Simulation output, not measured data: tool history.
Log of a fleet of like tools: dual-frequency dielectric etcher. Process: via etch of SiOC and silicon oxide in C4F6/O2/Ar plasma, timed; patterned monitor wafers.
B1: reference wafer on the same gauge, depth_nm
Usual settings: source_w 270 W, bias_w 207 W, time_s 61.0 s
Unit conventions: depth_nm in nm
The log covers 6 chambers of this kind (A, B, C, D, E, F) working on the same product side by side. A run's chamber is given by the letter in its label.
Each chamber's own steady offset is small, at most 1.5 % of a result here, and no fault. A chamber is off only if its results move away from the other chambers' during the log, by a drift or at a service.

-- day=0.008 chamber E: wet clean of the chamber
run 1A day=0.138 | source_w=270 bias_w=207 time_s=61.0 | B1=55.940 | depth_nm=62.245
run 2D day=0.421 | source_w=270 bias_w=207 time_s=61.0 | B1=55.929 | depth_nm=62.629
run 3B day=0.658 | source_w=270 bias_w=207 time_s=61.0 | B1=55.975 | depth_nm=63.064
run 4F day=0.833 | source_w=270 bias_w=207 time_s=61.0 | B1=56.013 | depth_nm=61.775
run 5E day=1.117 | source_w=270 bias_w=207 time_s=61.0 | B1=56.004 | depth_nm=62.401
run 6C day=1.258 | source_w=270 bias_w=207 time_s=61.0 | B1=56.047 | depth_nm=61.315
run 7F day=1.458 | source_w=270 bias_w=207 time_s=61.0 | B1=55.942 | depth_nm=62.359
run 8B day=1.688 | source_w=270 bias_w=156 time_s=66.5 | B1=56.007 | depth_nm=61.666
run 9C day=1.817 | source_w=270 bias_w=156 time_s=66.5 | B1=56.018 | depth_nm=61.680
run 10D day=2.062 | source_w=270 bias_w=156 time_s=66.5 | B1=56.094 | depth_nm=61.588
run 11E day=2.317 | source_w=270 bias_w=156 time_s=66.5 | B1=56.007 | depth_nm=61.943
run 12A day=2.588 | source_w=270 bias_w=156 time_s=66.5 | B1=56.017 | depth_nm=61.254
run 13C day=2.729 | source_w=270 bias_w=156 time_s=66.5 | B1=55.999 | depth_nm=60.997
run 14D day=3.004 | source_w=270 bias_w=207 time_s=61.0 | B1=55.968 | depth_nm=61.073
run 15A day=3.154 | source_w=270 bias_w=207 time_s=61.0 | B1=55.988 | depth_nm=62.453
run 16B day=3.388 | source_w=270 bias_w=207 time_s=61.0 | B1=55.946 | depth_nm=62.883
run 17E day=3.575 | source_w=320 bias_w=207 time_s=67.5 | B1=55.894 | depth_nm=74.146
run 18F day=3.721 | source_w=320 bias_w=207 time_s=67.5 | B1=56.042 | depth_nm=73.653
run 19A day=3.862 | source_w=320 bias_w=207 time_s=67.5 | B1=56.056 | depth_nm=72.371
run 20F day=4.129 | source_w=320 bias_w=207 time_s=67.5 | B1=55.899 | depth_nm=72.819
run 21B day=4.383 | source_w=320 bias_w=207 time_s=67.5 | B1=56.056 | depth_nm=74.520
run 22D day=4.633 | source_w=320 bias_w=207 time_s=67.5 | B1=55.941 | depth_nm=73.371
run 23E day=4.854 | source_w=270 bias_w=207 time_s=61.0 | B1=56.085 | depth_nm=62.783
run 24C day=4.996 | source_w=270 bias_w=207 time_s=61.0 | B1=56.055 | depth_nm=61.991
run 25C day=5.258 | source_w=270 bias_w=207 time_s=61.0 | B1=56.031 | depth_nm=61.346
run 26A day=5.450 | source_w=270 bias_w=207 time_s=61.0 | B1=56.019 | depth_nm=62.431
run 27E day=5.642 | source_w=270 bias_w=207 time_s=61.0 | B1=56.089 | depth_nm=62.711
run 28D day=5.821 | source_w=270 bias_w=207 time_s=61.0 | B1=55.995 | depth_nm=61.152
run 29B day=5.950 | source_w=270 bias_w=207 time_s=61.0 | B1=56.098 | depth_nm=62.182
run 30F day=6.088 | source_w=270 bias_w=207 time_s=61.0 | B1=56.106 | depth_nm=62.707
run 31C day=6.300 | source_w=270 bias_w=207 time_s=61.0 | B1=55.989 | depth_nm=61.649
run 32D day=6.525 | source_w=270 bias_w=207 time_s=61.0 | B1=55.861 | depth_nm=62.067
run 33E day=6.700 | source_w=270 bias_w=188 time_s=45.0 | B1=55.994 | depth_nm=44.612
run 34F day=6.883 | source_w=270 bias_w=188 time_s=45.0 | B1=55.957 | depth_nm=44.184
run 35A day=7.058 | source_w=270 bias_w=188 time_s=45.0 | B1=56.053 | depth_nm=44.277
run 36B day=7.267 | source_w=270 bias_w=188 time_s=45.0 | B1=55.930 | depth_nm=44.760
run 37E day=7.458 | source_w=270 bias_w=188 time_s=45.0 | B1=55.985 | depth_nm=44.659
run 38F day=7.729 | source_w=270 bias_w=188 time_s=45.0 | B1=56.081 | depth_nm=44.572
run 39D day=8.017 | source_w=270 bias_w=207 time_s=61.0 | B1=55.994 | depth_nm=62.051
run 40A day=8.250 | source_w=270 bias_w=207 time_s=61.0 | B1=56.004 | depth_nm=62.601

Predict what each chamber gives when all 6 of them run the settings below next.
run 41A day=8.458 | source_w=270 bias_w=207 time_s=61.0 | depth_nm=?
run 41B day=8.458 | source_w=270 bias_w=207 time_s=61.0 | depth_nm=?
run 41C day=8.458 | source_w=270 bias_w=207 time_s=61.0 | depth_nm=?
run 41D day=8.458 | source_w=270 bias_w=207 time_s=61.0 | depth_nm=?
run 41E day=8.458 | source_w=270 bias_w=207 time_s=61.0 | depth_nm=?
run 41F day=8.458 | source_w=270 bias_w=207 time_s=61.0 | depth_nm=?

run=41A depth_nm=61.482
run=41B depth_nm=62.633
run=41C depth_nm=61.801
run=41D depth_nm=61.741
run=41E depth_nm=62.172
run=41F depth_nm=61.964
